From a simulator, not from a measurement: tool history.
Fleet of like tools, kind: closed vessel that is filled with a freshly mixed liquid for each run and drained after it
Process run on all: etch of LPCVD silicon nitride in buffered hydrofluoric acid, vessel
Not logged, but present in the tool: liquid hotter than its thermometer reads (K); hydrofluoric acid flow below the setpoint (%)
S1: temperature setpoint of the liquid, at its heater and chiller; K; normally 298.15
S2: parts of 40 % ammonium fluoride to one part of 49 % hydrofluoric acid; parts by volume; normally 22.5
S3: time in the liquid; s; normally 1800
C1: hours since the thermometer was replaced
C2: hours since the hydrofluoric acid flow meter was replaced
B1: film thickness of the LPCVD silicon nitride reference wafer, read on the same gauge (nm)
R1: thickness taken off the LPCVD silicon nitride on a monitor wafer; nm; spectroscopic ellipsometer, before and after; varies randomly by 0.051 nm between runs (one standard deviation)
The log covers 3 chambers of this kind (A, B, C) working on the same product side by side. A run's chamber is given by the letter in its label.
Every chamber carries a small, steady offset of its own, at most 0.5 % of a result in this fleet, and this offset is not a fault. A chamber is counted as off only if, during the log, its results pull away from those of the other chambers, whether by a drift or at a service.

| run | day | S1 | S2 | S3 | C1 | C2 | B1 | R1 |
|---|---|---|---|---|---|---|---|---|
| 1C | 0.154 | 298.15 | 22.5 | 1800 | 252.3 | 648.2 | 130.02 | 12.421 |
| 2B | 0.333 | 298.15 | 22.5 | 1800 | 745.9 | 517.2 | 130 | 12.364 |
| 3A | 0.517 | 298.15 | 22.5 | 1800 | 647 | 1573.5 | 130.01 | 12.361 |
| 4C | 0.788 | 298.15 | 22.5 | 1800 | 267.5 | 663.4 | 129.98 | 12.405 |
| 5B | 1.021 | 298.15 | 22.5 | 1800 | 762.4 | 533.7 | 129.99 | 12.303 |
| 6A | 1.188 | 298.15 | 22.5 | 1800 | 663.1 | 1589.6 | 129.98 | 12.442 |
| 7A | 1.358 | 298.15 | 22.5 | 1800 | 667.2 | 1593.7 | 130 | 12.47 |
| 8C | 1.533 | 301.15 | 22.5 | 1055 | 285.4 | 681.3 | 130 | 8.5833 |
| 9B | 1.742 | 301.15 | 22.5 | 1055 | 779.7 | 551 | 129.97 | 8.5916 |
| 10C | 1.962 | 301.15 | 22.5 | 1055 | 295.7 | 691.6 | 129.99 | 8.5646 |
| 11B | 2.167 | 298.15 | 22.5 | 1800 | 789.9 | 561.2 | 130.02 | 12.429 |
| 12A | 2.45 | 298.15 | 22.5 | 1800 | 693.4 | 1619.9 | 130.04 | 12.332 |
| 13B | 2.671 | 298.15 | 22.5 | 1800 | 802 | 573.3 | 129.98 | 12.474 |
| 14C | 2.942 | 298.15 | 22.5 | 1800 | 319.2 | 715.1 | 129.99 | 12.381 |
| 15A | 3.083 | 295.65 | 26.5 | 1800 | 708.6 | 1635.1 | 130 | 9.5468 |
| 16B | 3.246 | 295.65 | 26.5 | 1800 | 815.8 | 587.1 | 129.98 | 9.6008 |
| 17A | 3.483 | 295.65 | 26.5 | 1800 | 718.2 | 1644.7 | 130 | 9.5557 |
| 18C | 3.721 | 298.15 | 22.5 | 1800 | 337.9 | 733.8 | 130 | 12.44 |
| 19A | 3.867 | 298.15 | 22.5 | 1800 | 727.4 | 1653.9 | 130.01 | 12.046 |
| 20C | 4.038 | 298.15 | 22.5 | 1800 | 345.5 | 741.4 | 130.02 | 12.39 |
| 21B | 4.212 | 298.15 | 22.5 | 1800 | 839 | 610.3 | 130.02 | 12.423 |
| 22C | 4.429 | 298.15 | 22.5 | 1800 | 354.9 | 750.8 | 130.01 | 12.403 |
| 23B | 4.633 | 298.15 | 22.5 | 1800 | 849.1 | 620.4 | 130 | 12.413 |
| 24A | 4.767 | 298.15 | 22.5 | 1800 | 749 | 1675.5 | 130.02 | 12.007 |
| 25C | 4.967 | 298.15 | 22.5 | 1800 | 367.8 | 763.7 | 129.98 | 12.343 |
| 26B | 5.133 | 298.15 | 22.5 | 1800 | 861.1 | 632.4 | 130.03 | 12.44 |

Is one chamber out of step, is the gauge drifting, or do the chambers differ by no more than their own small offsets? For an off chamber, give its letter and the likeliest cause.

It is chamber A that slowly wanders off from its peers.
Most likely cause: hydrofluoric acid flow below the setpoint (%) = 6.05.
From this log alone, it may not be told apart from: liquid colder than its thermometer reads (K).

Chamber A could run next with any of the 4 candidate recipes listed below; each alters the usual settings, and their results appear as question marks. Which one brings its results back in line with what the other chambers deliver on the usual settings?
In line here means within this much of the mean the other chambers give on the usual settings: R1 0.18 nm
| 27A-1 | 5.333 | 298.15 | 20.5 | 1800 |  |  |  | ? |
| 27A-2 | 5.333 | 298.15 | 23 | 1715 |  |  |  | ? |
| 27A-3 | 5.333 | 298.15 | 22.5 | 1865 |  |  |  | ? |
| 27A-4 | 5.333 | 298.15 | 22.5 | 1735 |  |  |  | ? |

Other chambers, usual settings, mean: R1 12.409 nm
| run | R1 |
|---|---|
| 27A-1 | 12.716 |
| 27A-2 | 11.208 |
| 27A-3 | 12.371 |
| 27A-4 | 11.508 |
Change 27A-3 lands the chamber within the allowed miss of the other chambers.
